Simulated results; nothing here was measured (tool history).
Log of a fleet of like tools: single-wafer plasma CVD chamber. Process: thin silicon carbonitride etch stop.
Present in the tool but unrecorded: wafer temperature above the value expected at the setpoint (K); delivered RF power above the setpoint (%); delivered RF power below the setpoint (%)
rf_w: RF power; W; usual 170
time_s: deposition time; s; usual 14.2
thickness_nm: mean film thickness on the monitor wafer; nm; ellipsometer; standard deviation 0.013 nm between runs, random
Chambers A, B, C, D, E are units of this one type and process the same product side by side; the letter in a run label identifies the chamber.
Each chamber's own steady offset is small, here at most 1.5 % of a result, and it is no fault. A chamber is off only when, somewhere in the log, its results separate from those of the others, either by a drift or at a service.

run,hour,rf_w,time_s,hours since the last thermocouple change,hours since the last RF generator calibration,"read-back reference wafer on the same gauge, thickness_nm",thickness_nm
1E,11.3,170,14.2,231.8,193.3,7.7287,7.6816
2B,24.6,170,14.2,1533.2,1568.5,7.7264,7.7108
# hour 32.2: chamber C: RF generator calibrated
3D,36.6,170,14.2,995.1,1697.8,7.7251,7.6416
4A,44.9,170,14.2,417.5,627.1,7.7212,7.7761
5C,52.5,170,14.2,2153.4,20.4,7.722,7.6634
6C,61.3,170,14.2,2162.2,29.2,7.7222,7.6651
7D,73.6,170,14.2,1032.1,1734.8,7.7217,7.653
8E,82.7,170,14.2,303.2,264.7,7.7191,7.6649
9A,91.6,170,14.2,464.2,673.8,7.7211,7.7772
10B,104.2,170,14.2,1612.8,1648.1,7.7167,7.6863
11A,120.5,170,14.2,493.1,702.7,7.717,7.7664
12D,134,170,14.2,1092.5,1795.2,7.7116,7.626
13E,148.3,170,14.2,368.8,330.3,7.7127,7.6644
14B,157.5,170,14.2,1666.1,1701.4,7.7101,7.708
15C,169.3,170,14.2,2270.2,137.2,7.7076,7.6457
16B,177.5,170,14.2,1686.1,1721.4,7.7077,7.6987
17C,188.6,170,14.2,2289.5,156.5,7.7117,7.6522
18D,200.3,190,14.2,1158.8,1861.5,7.7123,7.8772
19A,214.4,190,14.2,587,796.6,7.7066,8.0253
20E,230.9,190,14.2,451.4,412.9,7.7085,7.9042
21A,241.8,190,14.2,614.4,824,7.7048,8.0228
22C,255.7,190,14.2,2356.6,223.6,7.7038,7.9091
23B,270.3,170,14.2,1778.9,1814.2,7.6971,7.6772
24D,279.1,170,14.2,1237.6,1940.3,7.7002,7.6171
25E,287.9,200,16.9,508.4,469.9,7.6962,9.5435
26A,295.2,200,16.9,667.8,877.4,7.6981,9.6677
27C,303.4,200,16.9,2404.3,271.3,7.6949,9.5489
28E,316.4,200,16.9,536.9,498.4,7.6955,9.5642
29D,331.9,200,16.9,1290.4,1993.1,7.6882,9.4753
30B,346.1,170,14.2,1854.7,1890,7.6894,7.6511
31C,358.6,170,14.2,2459.5,326.5,7.6891,7.6576
32D,370.4,180,13.3,1328.9,2031.6,7.6866,7.2287
33E,379.8,180,13.3,600.3,561.8,7.6831,7.277
34B,392.8,180,13.3,1901.4,1936.7,7.683,7.3168
35A,409.3,180,13.3,781.9,991.5,7.682,7.3894
36C,423.5,180,13.3,2524.4,391.4,7.6815,7.253
37D,435.2,170,14.2,1393.7,2096.4,7.683,7.5915
38B,445.7,170,14.2,1954.3,1989.6,7.6811,7.6491
39A,462,170,14.2,834.6,1044.2,7.6772,7.7214

Next, all 5 chambers run the settings below, one line each with question marks for the results. What does each chamber give?
40A,474,170,14.2,,,,?
40B,474,170,14.2,,,,?
40C,474,170,14.2,,,,?
40D,474,170,14.2,,,,?
40E,474,170,14.2,,,,?

run,thickness_nm
40A,7.7199
40B,7.6629
40C,7.6052
40D,7.5814
40E,7.6204
